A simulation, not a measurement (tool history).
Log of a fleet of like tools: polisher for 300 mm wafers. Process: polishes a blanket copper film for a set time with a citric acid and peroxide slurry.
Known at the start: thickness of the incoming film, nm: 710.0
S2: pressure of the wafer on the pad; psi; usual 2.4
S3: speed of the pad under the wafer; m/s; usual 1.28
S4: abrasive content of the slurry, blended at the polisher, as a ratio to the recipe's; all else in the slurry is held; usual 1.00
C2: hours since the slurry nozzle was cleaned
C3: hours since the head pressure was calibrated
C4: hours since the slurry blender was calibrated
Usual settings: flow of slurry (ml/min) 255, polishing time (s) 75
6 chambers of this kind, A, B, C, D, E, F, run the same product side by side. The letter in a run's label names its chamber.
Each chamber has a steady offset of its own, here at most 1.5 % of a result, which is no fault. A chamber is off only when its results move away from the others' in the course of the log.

-- day=0.096 chamber C: head pressure recalibrated
run 1F day=0.304 | flow_of_slurry_(ml/min)=255 S2=2.4 S3=1.28 S4=1.00 polishing_time_(s)=75 | wafers_polished_on_this_pad=874 C2=20.3 C3=952.9 C4=350.4 | film_removed_(angstrom)=1491.80
-- day=0.329 chamber C: slurry blender recalibrated
-- day=0.442 chamber C: worn pad replaced by a new one
run 2C day=0.629 | flow_of_slurry_(ml/min)=255 S2=2.4 S3=1.28 S4=1.00 polishing_time_(s)=75 | wafers_polished_on_this_pad=25 C2=318.0 C3=12.8 C4=7.2 | film_removed_(angstrom)=1507.10
-- day=0.679 chamber D: slurry blender recalibrated
run 3A day=0.975 | flow_of_slurry_(ml/min)=255 S2=2.4 S3=1.28 S4=1.00 polishing_time_(s)=75 | wafers_polished_on_this_pad=624 C2=156.4 C3=392.1 C4=53.5 | film_removed_(angstrom)=1478.90
run 4B day=1.292 | flow_of_slurry_(ml/min)=255 S2=2.4 S3=1.28 S4=1.00 polishing_time_(s)=75 | wafers_polished_on_this_pad=643 C2=195.7 C3=318.3 C4=41.3 | film_removed_(angstrom)=1477.00
-- day=1.362 chamber E: head pressure recalibrated
-- day=1.396 chamber A: worn pad replaced by a new one
run 5E day=1.479 | flow_of_slurry_(ml/min)=255 S2=2.4 S3=1.28 S4=1.00 polishing_time_(s)=75 | wafers_polished_on_this_pad=802 C2=137.8 C3=2.8 C4=132.1 | film_removed_(angstrom)=1503.90
run 6D day=1.650 | flow_of_slurry_(ml/min)=255 S2=2.4 S3=1.28 S4=1.00 polishing_time_(s)=75 | wafers_polished_on_this_pad=469 C2=314.5 C3=1139.1 C4=23.4 | film_removed_(angstrom)=1489.90
-- day=1.821 chamber F: worn pad replaced by a new one
run 7D day=1.867 | flow_of_slurry_(ml/min)=255 S2=2.4 S3=1.70 S4=0.75 polishing_time_(s)=75 | wafers_polished_on_this_pad=498 C2=319.7 C3=1144.3 C4=28.6 | film_removed_(angstrom)=1849.00
run 8B day=2.138 | flow_of_slurry_(ml/min)=255 S2=2.4 S3=1.70 S4=0.75 polishing_time_(s)=75 | wafers_polished_on_this_pad=756 C2=216.0 C3=338.6 C4=61.6 | film_removed_(angstrom)=1830.50
run 9F day=2.417 | flow_of_slurry_(ml/min)=255 S2=2.4 S3=1.70 S4=0.75 polishing_time_(s)=75 | wafers_polished_on_this_pad=79 C2=71.0 C3=1003.6 C4=401.1 | film_removed_(angstrom)=1855.50
run 10C day=2.667 | flow_of_slurry_(ml/min)=255 S2=2.4 S3=1.70 S4=0.75 polishing_time_(s)=75 | wafers_polished_on_this_pad=298 C2=366.9 C3=61.7 C4=56.1 | film_removed_(angstrom)=1846.50
-- day=2.783 chamber B: head pressure recalibrated
-- day=2.904 chamber D: worn pad replaced by a new one
run 11A day=2.946 | flow_of_slurry_(ml/min)=255 S2=2.4 S3=1.70 S4=0.75 polishing_time_(s)=75 | wafers_polished_on_this_pad=207 C2=203.7 C3=439.4 C4=100.8 | film_removed_(angstrom)=1871.40
-- day=3.208 chamber F: slurry blender recalibrated
run 12E day=3.262 | flow_of_slurry_(ml/min)=255 S2=2.4 S3=1.70 S4=0.75 polishing_time_(s)=75 | wafers_polished_on_this_pad=1040 C2=180.6 C3=45.6 C4=174.9 | film_removed_(angstrom)=1825.00
run 13A day=3.504 | flow_of_slurry_(ml/min)=255 S2=2.4 S3=1.28 S4=1.00 polishing_time_(s)=75 | wafers_polished_on_this_pad=282 C2=217.1 C3=452.8 C4=114.2 | film_removed_(angstrom)=1495.60
run 14F day=3.733 | flow_of_slurry_(ml/min)=255 S2=2.4 S3=1.28 S4=1.00 polishing_time_(s)=75 | wafers_polished_on_this_pad=256 C2=102.6 C3=1035.2 C4=12.6 | film_removed_(angstrom)=1484.50
run 15C day=3.954 | flow_of_slurry_(ml/min)=255 S2=2.4 S3=1.28 S4=1.00 polishing_time_(s)=75 | wafers_polished_on_this_pad=470 C2=397.8 C3=92.6 C4=87.0 | film_removed_(angstrom)=1489.70
run 16D day=4.192 | flow_of_slurry_(ml/min)=255 S2=2.4 S3=1.28 S4=1.00 polishing_time_(s)=75 | wafers_polished_on_this_pad=172 C2=375.5 C3=1200.1 C4=84.4 | film_removed_(angstrom)=1475.20
-- day=4.467 chamber A: head pressure recalibrated
run 17B day=4.475 | flow_of_slurry_(ml/min)=255 S2=2.4 S3=1.28 S4=1.00 polishing_time_(s)=75 | wafers_polished_on_this_pad=1069 C2=272.1 C3=40.7 C4=117.7 | film_removed_(angstrom)=1442.00
run 18E day=4.762 | flow_of_slurry_(ml/min)=255 S2=2.4 S3=1.28 S4=0.80 polishing_time_(s)=75 | wafers_polished_on_this_pad=1241 C2=216.6 C3=81.6 C4=210.9 | film_removed_(angstrom)=1429.80
-- day=4.792 chamber E: worn pad replaced by a new one
-- day=4.800 chamber E: slurry blender recalibrated
-- day=5.012 chamber D: slurry blender recalibrated
-- day=5.017 chamber C: worn pad replaced by a new one
run 19D day=5.021 | flow_of_slurry_(ml/min)=255 S2=2.4 S3=1.28 S4=0.80 polishing_time_(s)=75 | wafers_polished_on_this_pad=283 C2=395.4 C3=1220.0 C4=0.2 | film_removed_(angstrom)=1422.20
run 20F day=5.296 | flow_of_slurry_(ml/min)=255 S2=2.4 S3=1.28 S4=0.80 polishing_time_(s)=75 | wafers_polished_on_this_pad=465 C2=140.1 C3=1072.7 C4=50.1 | film_removed_(angstrom)=1390.30
run 21A day=5.554 | flow_of_slurry_(ml/min)=255 S2=2.4 S3=1.28 S4=0.80 polishing_time_(s)=75 | wafers_polished_on_this_pad=557 C2=266.3 C3=26.2 C4=163.4 | film_removed_(angstrom)=1405.90
run 22C day=5.762 | flow_of_slurry_(ml/min)=255 S2=2.4 S3=1.28 S4=0.80 polishing_time_(s)=75 | wafers_polished_on_this_pad=99 C2=441.2 C3=136.0 C4=130.4 | film_removed_(angstrom)=1424.20
run 23E day=6.108 | flow_of_slurry_(ml/min)=255 S2=2.4 S3=1.28 S4=0.80 polishing_time_(s)=75 | wafers_polished_on_this_pad=176 C2=248.9 C3=113.9 C4=31.4 | film_removed_(angstrom)=1420.00
-- day=6.204 chamber A: worn pad replaced by a new one
run 24B day=6.454 | flow_of_slurry_(ml/min)=255 S2=2.4 S3=1.28 S4=1.00 polishing_time_(s)=75 | wafers_polished_on_this_pad=1334 C2=319.6 C3=88.2 C4=165.2 | film_removed_(angstrom)=1436.50
run 25D day=6.625 | flow_of_slurry_(ml/min)=255 S2=2.4 S3=1.28 S4=1.00 polishing_time_(s)=75 | wafers_polished_on_this_pad=498 C2=433.9 C3=1258.5 C4=38.7 | film_removed_(angstrom)=1479.70
run 26F day=6.812 | flow_of_slurry_(ml/min)=255 S2=2.4 S3=1.28 S4=1.00 polishing_time_(s)=75 | wafers_polished_on_this_pad=668 C2=176.5 C3=1109.1 C4=86.5 | film_removed_(angstrom)=1491.60
run 27A day=7.008 | flow_of_slurry_(ml/min)=255 S2=2.4 S3=1.28 S4=1.00 polishing_time_(s)=75 | wafers_polished_on_this_pad=108 C2=301.2 C3=61.1 C4=198.3 | film_removed_(angstrom)=1504.70
run 28E day=7.225 | flow_of_slurry_(ml/min)=255 S2=2.4 S3=1.28 S4=1.00 polishing_time_(s)=75 | wafers_polished_on_this_pad=326 C2=275.7 C3=140.7 C4=58.2 | film_removed_(angstrom)=1459.40
-- day=7.350 chamber D: worn pad replaced by a new one
run 29C day=7.512 | flow_of_slurry_(ml/min)=255 S2=2.4 S3=1.28 S4=1.00 polishing_time_(s)=75 | wafers_polished_on_this_pad=334 C2=483.2 C3=178.0 C4=172.4 | film_removed_(angstrom)=1506.70
run 30B day=7.679 | flow_of_slurry_(ml/min)=255 S2=2.4 S3=1.28 S4=1.00 polishing_time_(s)=75 | wafers_polished_on_this_pad=1498 C2=349.0 C3=117.6 C4=194.6 | film_removed_(angstrom)=1412.40
-- day=7.829 chamber C: slurry blender recalibrated
run 31B day=8.000 | flow_of_slurry_(ml/min)=255 S2=2.4 S3=1.28 S4=1.00 polishing_time_(s)=75 | wafers_polished_on_this_pad=1541 C2=356.7 C3=125.3 C4=202.3 | film_removed_(angstrom)=1416.60
-- day=8.267 chamber A: slurry blender recalibrated
run 32E day=8.308 | flow_of_slurry_(ml/min)=255 S2=2.4 S3=1.28 S4=1.00 polishing_time_(s)=75 | wafers_polished_on_this_pad=471 C2=301.7 C3=166.7 C4=84.2 | film_removed_(angstrom)=1494.40
-- day=8.521 chamber F: worn pad replaced by a new one
run 33A day=8.617 | flow_of_slurry_(ml/min)=255 S2=2.4 S3=1.28 S4=1.00 polishing_time_(s)=75 | wafers_polished_on_this_pad=323 C2=339.8 C3=99.7 C4=8.5 | film_removed_(angstrom)=1504.80
run 34F day=8.804 | flow_of_slurry_(ml/min)=255 S2=2.4 S3=1.28 S4=1.00 polishing_time_(s)=75 | wafers_polished_on_this_pad=37 C2=224.3 C3=1156.9 C4=134.3 | film_removed_(angstrom)=1500.50
run 35C day=8.979 | flow_of_slurry_(ml/min)=255 S2=2.4 S3=1.28 S4=1.00 polishing_time_(s)=75 | wafers_polished_on_this_pad=530 C2=518.4 C3=213.2 C4=27.7 | film_removed_(angstrom)=1488.10
run 36D day=9.146 | flow_of_slurry_(ml/min)=255 S2=1.6 S3=1.28 S4=0.70 polishing_time_(s)=75 | wafers_polished_on_this_pad=240 C2=494.4 C3=1319.0 C4=99.2 | film_removed_(angstrom)=937.23
-- day=9.267 chamber D: head pressure recalibrated
run 37F day=9.296 | flow_of_slurry_(ml/min)=255 S2=1.6 S3=1.28 S4=0.70 polishing_time_(s)=75 | wafers_polished_on_this_pad=103 C2=236.1 C3=1168.7 C4=146.1 | film_removed_(angstrom)=939.17
-- day=9.317 chamber C: slurry nozzle cleaned
run 38A day=9.467 | flow_of_slurry_(ml/min)=255 S2=1.6 S3=1.28 S4=0.70 polishing_time_(s)=75 | wafers_polished_on_this_pad=437 C2=360.2 C3=120.1 C4=28.9 | film_removed_(angstrom)=936.63
-- day=9.562 chamber C: worn pad replaced by a new one
run 39C day=9.754 | flow_of_slurry_(ml/min)=255 S2=1.6 S3=1.28 S4=0.70 polishing_time_(s)=75 | wafers_polished_on_this_pad=26 C2=10.6 C3=231.8 C4=46.3 | film_removed_(angstrom)=928.70
-- day=9.762 chamber D: slurry blender recalibrated
-- day=9.879 chamber D: slurry nozzle cleaned
run 40D day=10.050 | flow_of_slurry_(ml/min)=255 S2=1.6 S3=1.28 S4=0.70 polishing_time_(s)=75 | wafers_polished_on_this_pad=361 C2=4.1 C3=18.8 C4=6.9 | film_removed_(angstrom)=933.20
run 41B day=10.225 | flow_of_slurry_(ml/min)=255 S2=1.6 S3=1.28 S4=0.70 polishing_time_(s)=75 | wafers_polished_on_this_pad=1839 C2=410.1 C3=178.7 C4=255.7 | film_removed_(angstrom)=872.88
run 42E day=10.517 | flow_of_slurry_(ml/min)=255 S2=2.4 S3=1.28 S4=0.90 polishing_time_(s)=75 | wafers_polished_on_this_pad=766 C2=354.7 C3=219.7 C4=137.2 | film_removed_(angstrom)=1429.80
run 43E day=10.846 | flow_of_slurry_(ml/min)=255 S2=2.4 S3=1.28 S4=0.90 polishing_time_(s)=75 | wafers_polished_on_this_pad=811 C2=362.6 C3=227.6 C4=145.1 | film_removed_(angstrom)=1449.00

All 6 chambers run these settings next. Forecast each chamber's results:
run 44A day=11.096 | flow_of_slurry_(ml/min)=255 S2=2.4 S3=1.28 S4=1.00 polishing_time_(s)=75 | film_removed_(angstrom)=?
run 44B day=11.096 | flow_of_slurry_(ml/min)=255 S2=2.4 S3=1.28 S4=1.00 polishing_time_(s)=75 | film_removed_(angstrom)=?
run 44C day=11.096 | flow_of_slurry_(ml/min)=255 S2=2.4 S3=1.28 S4=1.00 polishing_time_(s)=75 | film_removed_(angstrom)=?
run 44D day=11.096 | flow_of_slurry_(ml/min)=255 S2=2.4 S3=1.28 S4=1.00 polishing_time_(s)=75 | film_removed_(angstrom)=?
run 44E day=11.096 | flow_of_slurry_(ml/min)=255 S2=2.4 S3=1.28 S4=1.00 polishing_time_(s)=75 | film_removed_(angstrom)=?
run 44F day=11.096 | flow_of_slurry_(ml/min)=255 S2=2.4 S3=1.28 S4=1.00 polishing_time_(s)=75 | film_removed_(angstrom)=?

run=44A film_removed_(angstrom)=1485.40
run=44B film_removed_(angstrom)=1398.90
run=44C film_removed_(angstrom)=1495.70
run=44D film_removed_(angstrom)=1489.00
run=44E film_removed_(angstrom)=1480.40
run=44F film_removed_(angstrom)=1487.60
